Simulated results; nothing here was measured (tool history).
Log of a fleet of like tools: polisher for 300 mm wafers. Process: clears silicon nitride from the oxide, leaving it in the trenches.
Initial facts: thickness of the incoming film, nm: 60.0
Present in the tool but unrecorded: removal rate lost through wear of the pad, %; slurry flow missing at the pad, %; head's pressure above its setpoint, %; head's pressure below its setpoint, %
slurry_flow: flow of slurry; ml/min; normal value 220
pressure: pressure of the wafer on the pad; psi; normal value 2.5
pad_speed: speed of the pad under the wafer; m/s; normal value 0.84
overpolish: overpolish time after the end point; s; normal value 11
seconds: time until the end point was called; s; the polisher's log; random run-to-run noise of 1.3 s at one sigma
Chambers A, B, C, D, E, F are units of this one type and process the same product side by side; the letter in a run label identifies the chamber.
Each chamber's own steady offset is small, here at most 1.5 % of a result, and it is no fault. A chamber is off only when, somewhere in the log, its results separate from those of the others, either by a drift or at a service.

run,hour,slurry_flow,pressure,pad_speed,overpolish,wafers polished on this pad,hours since the slurry nozzle was cleaned,hours since the head pressure was calibrated,seconds
# hour 3.2: chamber C: worn pad replaced by a new one
# hour 5.1: chamber F: worn pad replaced by a new one
1E,5.9,220,2.5,0.84,11,389,598.6,265.4,71.1
# hour 6.2: chamber B: worn pad replaced by a new one
2D,12.7,220,2.5,0.84,11,499,267,957.9,73.053
3F,17.1,220,2.5,0.84,11,107,217.6,189.1,75.531
4B,23.1,220,2.5,0.84,11,151,306.7,177.9,73.673
# hour 24.4: chamber F: slurry nozzle cleaned
5A,28,220,2.5,0.84,11,509,541.8,561.6,71.388
6C,34.1,220,2.5,0.84,11,276,123,459.7,73.863
# hour 34.6: chamber E: slurry nozzle cleaned
7F,40.4,150,2.5,0.84,16,315,16,212.4,75.608
# hour 45.5: chamber A: head pressure recalibrated
8A,47.8,150,2.5,0.84,16,686,561.6,2.4,73.779
9D,53.4,150,2.5,0.84,16,862,307.7,998.6,73.88
10B,57.8,150,2.5,0.84,16,461,341.4,212.6,75.219
# hour 61.9: chamber F: worn pad replaced by a new one
11C,63.8,150,2.5,0.84,16,541,152.7,489.4,74.637
12E,68,150,2.5,0.84,16,944,33.5,327.5,78.094
13D,72.4,220,2.5,0.84,11,1032,326.7,1017.6,72.398
14A,79.2,220,2.8,0.96,11,966,593,33.8,58.029
15E,82.8,220,2.8,0.96,11,1076,48.3,342.3,55.343
16F,90.2,220,2.8,0.96,11,252,65.8,262.2,58.835
17B,96.3,220,2.8,0.96,11,804,379.9,251.1,58.67
# hour 101: chamber D: worn pad replaced by a new one
18C,101.6,220,2.8,0.96,11,878,190.5,527.2,55.799
# hour 102.5: chamber E: worn pad replaced by a new one
19E,107.6,220,2.8,0.96,11,46,73.1,367.1,56.09
20B,114.3,220,2.5,0.84,11,965,397.9,269.1,74.389
21A,119.4,220,2.5,0.84,11,1325,633.2,74,75.58
# hour 119.6: chamber F: worn pad replaced by a new one
22C,126.1,220,2.5,0.84,11,1097,215,551.7,74.804
23D,132.9,220,2.5,0.84,11,285,387.2,1078.1,72.081
24F,138.6,220,2.5,0.84,11,169,114.2,310.6,74.316
25F,144.1,220,2.5,0.84,11,219,119.7,316.1,72.996
# hour 149.8: chamber B: worn pad replaced by a new one
26E,150.7,220,2.5,0.84,11,431,116.2,410.2,75.057
27C,158.1,220,2.5,0.84,11,1383,247,583.7,73.53
# hour 159.8: chamber C: worn pad replaced by a new one
28D,165,220,2.5,1.06,17,571,419.3,1110.2,55.728
29A,169.4,220,2.5,1.06,17,1771,683.2,124,61.267
30B,175.9,220,2.5,1.06,17,233,459.5,330.7,56.423
# hour 182.3: chamber F: worn pad replaced by a new one
31D,183,220,2.5,1.06,17,732,437.3,1128.2,55.541
32E,189.3,220,2.5,1.06,17,775,154.8,448.8,57.986
33C,196.4,220,2.5,1.06,17,327,285.3,622,56.915
34F,199.7,220,2.5,0.84,11,156,175.3,371.7,73.996
35B,205.6,220,2.5,0.84,11,498,489.2,360.4,75.418
36A,211,220,2.5,0.84,11,2143,724.8,165.6,80.149
# hour 211.7: chamber F: head pressure recalibrated
37B,218.4,290,2.5,0.84,16,613,502,373.2,70.998
# hour 222.4: chamber D: worn pad replaced by a new one
38F,223.7,290,2.5,0.84,16,370,199.3,12,72.322
39E,227.5,290,2.5,0.84,16,1116,193,487,70.779
40D,234.6,290,2.5,0.84,16,109,488.9,1179.8,70.583
41C,238.7,290,2.5,0.84,16,705,327.6,664.3,70.96
42A,244.7,290,2.5,0.84,16,2444,758.5,199.3,81.134
43A,250.9,220,2.5,0.84,11,2499,764.7,205.5,82.223

Each of the 6 chambers runs these same settings next. Fill in every chamber's results:
44A,256.2,220,2.5,0.84,11,,,,?
44B,256.2,220,2.5,0.84,11,,,,?
44C,256.2,220,2.5,0.84,11,,,,?
44D,256.2,220,2.5,0.84,11,,,,?
44E,256.2,220,2.5,0.84,11,,,,?
44F,256.2,220,2.5,0.84,11,,,,?

run,seconds
44A,80.283
44B,74.004
44C,72.691
44D,73.266
44E,72.394
44F,75.738
